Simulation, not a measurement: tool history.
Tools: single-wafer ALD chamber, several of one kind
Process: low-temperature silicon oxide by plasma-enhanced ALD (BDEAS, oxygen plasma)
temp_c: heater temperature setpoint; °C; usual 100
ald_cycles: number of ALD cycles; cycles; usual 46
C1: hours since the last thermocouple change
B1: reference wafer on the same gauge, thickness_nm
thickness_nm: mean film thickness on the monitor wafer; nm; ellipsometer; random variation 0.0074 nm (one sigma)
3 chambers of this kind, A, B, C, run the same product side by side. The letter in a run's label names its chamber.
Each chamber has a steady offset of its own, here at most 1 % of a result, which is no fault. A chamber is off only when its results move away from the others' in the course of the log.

Run 1C, hour 5.5: usual settings; C1 55.6; B1 6.268. Result: thickness_nm 6.5689 nm.
Run 2A, hour 9.5: usual settings; C1 604; B1 6.269. Result: thickness_nm 6.6244 nm.
Run 3B, hour 13.2: usual settings; C1 801.5; B1 6.2662. Result: thickness_nm 6.5708 nm.
Run 4B, hour 19.4: usual settings; C1 807.7; B1 6.2657. Result: thickness_nm 6.5703 nm.
Run 5A, hour 23.1: usual settings; C1 617.6; B1 6.2658. Result: thickness_nm 6.6215 nm.
Run 6C, hour 28.3: usual settings; C1 78.4; B1 6.2642. Result: thickness_nm 6.5646 nm.
Run 7A, hour 32.6: usual settings; C1 627.1; B1 6.2607. Result: thickness_nm 6.6142 nm.
Run 8B, hour 38.1: usual settings but temp_c 92 °C, ald_cycles 42 cycles; C1 826.4; B1 6.262. Result: thickness_nm 6.1633 nm.
Run 9C, hour 44.3: usual settings but temp_c 92 °C, ald_cycles 42 cycles; C1 94.4; B1 6.2591. Result: thickness_nm 6.1582 nm.
Run 10B, hour 49: usual settings but temp_c 92 °C, ald_cycles 42 cycles; C1 837.3; B1 6.2597. Result: thickness_nm 6.164 nm.
Run 11C, hour 56: usual settings; C1 106.1; B1 6.2561. Result: thickness_nm 6.5577 nm.
Run 12A, hour 62.4: usual settings; C1 656.9; B1 6.2529. Result: thickness_nm 6.6145 nm.
Run 13C, hour 67.7: usual settings but ald_cycles 50 cycles; C1 117.8; B1 6.2538. Result: thickness_nm 7.1353 nm.
Run 14A, hour 74.1: usual settings but ald_cycles 50 cycles; C1 668.6; B1 6.2538. Result: thickness_nm 7.1601 nm.
Run 15B, hour 80.7: usual settings but ald_cycles 50 cycles; C1 869; B1 6.253. Result: thickness_nm 7.1294 nm.
Run 16C, hour 85.5: usual settings; C1 135.6; B1 6.2503. Result: thickness_nm 6.5391 nm.
Run 17B, hour 91.3: usual settings; C1 879.6; B1 6.2506. Result: thickness_nm 6.5532 nm.
Run 18A, hour 98.5: usual settings; C1 693; B1 6.2465. Result: thickness_nm 6.5894 nm.
Run 19A, hour 106: usual settings; C1 700.5; B1 6.2475. Result: thickness_nm 6.5999 nm.
Run 20B, hour 109.4: usual settings; C1 897.7; B1 6.2466. Result: thickness_nm 6.5525 nm.
Run 21C, hour 115.6: usual settings; C1 165.7; B1 6.2442. Result: thickness_nm 6.5391 nm.
Run 22C, hour 119.4: usual settings but ald_cycles 41 cycles; C1 169.5; B1 6.2442. Result: thickness_nm 5.8275 nm.
Run 23B, hour 125.1: usual settings but ald_cycles 41 cycles; C1 913.4; B1 6.2427. Result: thickness_nm 5.8331 nm.

Is one chamber off against the others, does the gauge drift, or is nothing wrong? If a chamber is off, say which, and what the likeliest cause is.

The gauge drifts, so all chambers seem to drift together. No chamber is off.
Cause: gauge reads low (%) = 0.468.
